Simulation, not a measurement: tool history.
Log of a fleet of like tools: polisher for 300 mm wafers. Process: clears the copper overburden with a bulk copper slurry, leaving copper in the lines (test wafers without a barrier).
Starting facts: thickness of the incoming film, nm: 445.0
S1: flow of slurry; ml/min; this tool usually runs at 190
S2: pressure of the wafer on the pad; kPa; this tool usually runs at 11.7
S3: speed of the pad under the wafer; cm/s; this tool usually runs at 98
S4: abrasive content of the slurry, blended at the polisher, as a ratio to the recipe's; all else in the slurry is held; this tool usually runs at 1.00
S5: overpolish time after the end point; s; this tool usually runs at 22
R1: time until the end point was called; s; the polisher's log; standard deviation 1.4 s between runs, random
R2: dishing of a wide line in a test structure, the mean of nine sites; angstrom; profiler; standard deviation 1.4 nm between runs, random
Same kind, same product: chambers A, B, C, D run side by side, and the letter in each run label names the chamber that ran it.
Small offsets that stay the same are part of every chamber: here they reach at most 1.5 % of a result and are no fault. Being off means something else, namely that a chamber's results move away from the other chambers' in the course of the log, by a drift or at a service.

Run 1C, hour 12.5: usual settings. Result: R1 97.950 s, R2 586.05 angstrom.
At hour 13.7: chamber C: slurry blender recalibrated.
At hour 16.0: chamber C: worn pad replaced by a new one.
Run 2A, hour 27.0: usual settings. Result: R1 98.506 s, R2 546.97 angstrom.
Run 3D, hour 40.0: usual settings. Result: R1 100.670 s, R2 553.13 angstrom.
At hour 50.6: chamber A: worn pad replaced by a new one.
Run 4B, hour 51.5: usual settings. Result: R1 100.160 s, R2 573.46 angstrom.
Run 5D, hour 64.7: usual settings but S2 15.2 kPa, S4 1.20. Result: R1 75.588 s, R2 732.64 angstrom.
At hour 68.3: chamber D: worn pad replaced by a new one.
At hour 72.9: chamber D: slurry blender recalibrated.
Run 6B, hour 74.6: usual settings but S2 15.2 kPa, S4 1.20. Result: R1 75.000 s, R2 727.22 angstrom.
Run 7A, hour 84.8: usual settings but S2 15.2 kPa, S4 1.20. Result: R1 73.387 s, R2 727.56 angstrom.
Run 8C, hour 92.9: usual settings but S2 15.2 kPa, S4 1.20. Result: R1 72.172 s, R2 710.68 angstrom.
At hour 94.5: chamber B: worn pad replaced by a new one.
At hour 99.7: chamber C: worn pad replaced by a new one.
Run 9A, hour 102.7: usual settings but S2 9.0 kPa, S3 66 cm/s. Result: R1 188.320 s, R2 337.26 angstrom.
Run 10C, hour 111.1: usual settings but S2 9.0 kPa, S3 66 cm/s. Result: R1 193.380 s, R2 354.90 angstrom.
Run 11D, hour 119.3: usual settings but S2 9.0 kPa, S3 66 cm/s. Result: R1 194.750 s, R2 335.30 angstrom.
Run 12B, hour 132.0: usual settings but S2 9.0 kPa, S3 66 cm/s. Result: R1 195.750 s, R2 350.00 angstrom.
At hour 137.6: chamber D: head pressure recalibrated.
At hour 142.2: chamber A: worn pad replaced by a new one.
Run 13C, hour 143.5: usual settings. Result: R1 98.913 s, R2 550.92 angstrom.
At hour 154.2: chamber B: slurry nozzle cleaned.
Run 14B, hour 158.0: usual settings. Result: R1 99.797 s, R2 545.90 angstrom.
Run 15A, hour 171.6: usual settings. Result: R1 100.420 s, R2 566.34 angstrom.
At hour 173.1: chamber D: worn pad replaced by a new one.
At hour 179.0: chamber D: slurry blender recalibrated.
Run 16D, hour 180.6: usual settings. Result: R1 114.240 s, R2 513.69 angstrom.
At hour 186.3: chamber C: worn pad replaced by a new one.
Run 17B, hour 190.0: usual settings. Result: R1 99.940 s, R2 593.55 angstrom.
Run 18A, hour 202.2: usual settings. Result: R1 99.765 s, R2 576.20 angstrom.
At hour 206.4: chamber B: worn pad replaced by a new one.
At hour 210.7: chamber C: slurry blender recalibrated.
Run 19D, hour 215.7: usual settings. Result: R1 114.140 s, R2 509.46 angstrom.
At hour 224.2: chamber A: worn pad replaced by a new one.
At hour 229.9: chamber D: slurry nozzle cleaned.
Run 20C, hour 230.0: usual settings. Result: R1 98.136 s, R2 548.58 angstrom.
Run 21A, hour 243.9: usual settings but S4 1.10, S5 17 s. Result: R1 98.038 s, R2 471.13 angstrom.
Run 22D, hour 254.4: usual settings but S4 1.10, S5 17 s. Result: R1 113.430 s, R2 409.29 angstrom.
Run 23C, hour 267.6: usual settings but S4 1.10, S5 17 s. Result: R1 97.729 s, R2 480.23 angstrom.
At hour 271.3: chamber D: slurry blender recalibrated.
At hour 272.8: chamber B: slurry blender recalibrated.
Run 24B, hour 279.8: usual settings but S4 1.10, S5 17 s. Result: R1 97.748 s, R2 476.60 angstrom.
At hour 283.4: chamber D: worn pad replaced by a new one.
At hour 284.3: chamber C: worn pad replaced by a new one.
At hour 287.5: chamber A: slurry blender recalibrated.
Run 25C, hour 288.0: usual settings. Result: R1 100.880 s, R2 589.78 angstrom.
Run 26B, hour 298.5: usual settings but S4 0.85. Result: R1 103.640 s, R2 551.25 angstrom.
At hour 307.8: chamber A: worn pad replaced by a new one.
Run 27A, hour 307.8: usual settings but S4 0.85. Result: R1 102.630 s, R2 561.93 angstrom.
At hour 308.9: chamber B: worn pad replaced by a new one.
At hour 311.6: chamber A: slurry nozzle cleaned.
At hour 314.9: chamber B: head pressure recalibrated.
Run 28D, hour 318.0: usual settings but S4 0.85. Result: R1 118.500 s, R2 486.53 angstrom.
Run 29B, hour 327.9: usual settings but S4 0.85. Result: R1 102.580 s, R2 570.11 angstrom.
Run 30D, hour 341.1: usual settings. Result: R1 113.810 s, R2 498.43 angstrom.
Run 31C, hour 354.8: usual settings. Result: R1 100.430 s, R2 560.50 angstrom.
Run 32A, hour 366.8: usual settings. Result: R1 97.963 s, R2 566.01 angstrom.

The same settings go to every chamber for the next run, one line per chamber below. Forecast the results for each:
Run 33A, hour 377.6: usual settings. Result: R1 ?, R2 ?.
Run 33B, hour 377.6: usual settings. Result: R1 ?, R2 ?.
Run 33C, hour 377.6: usual settings. Result: R1 ?, R2 ?.
Run 33D, hour 377.6: usual settings. Result: R1 ?, R2 ?.

run       R1      R2
33A   98.021  562.37
33B   98.736  542.35
33C   99.590  560.27
33D  115.040  498.03
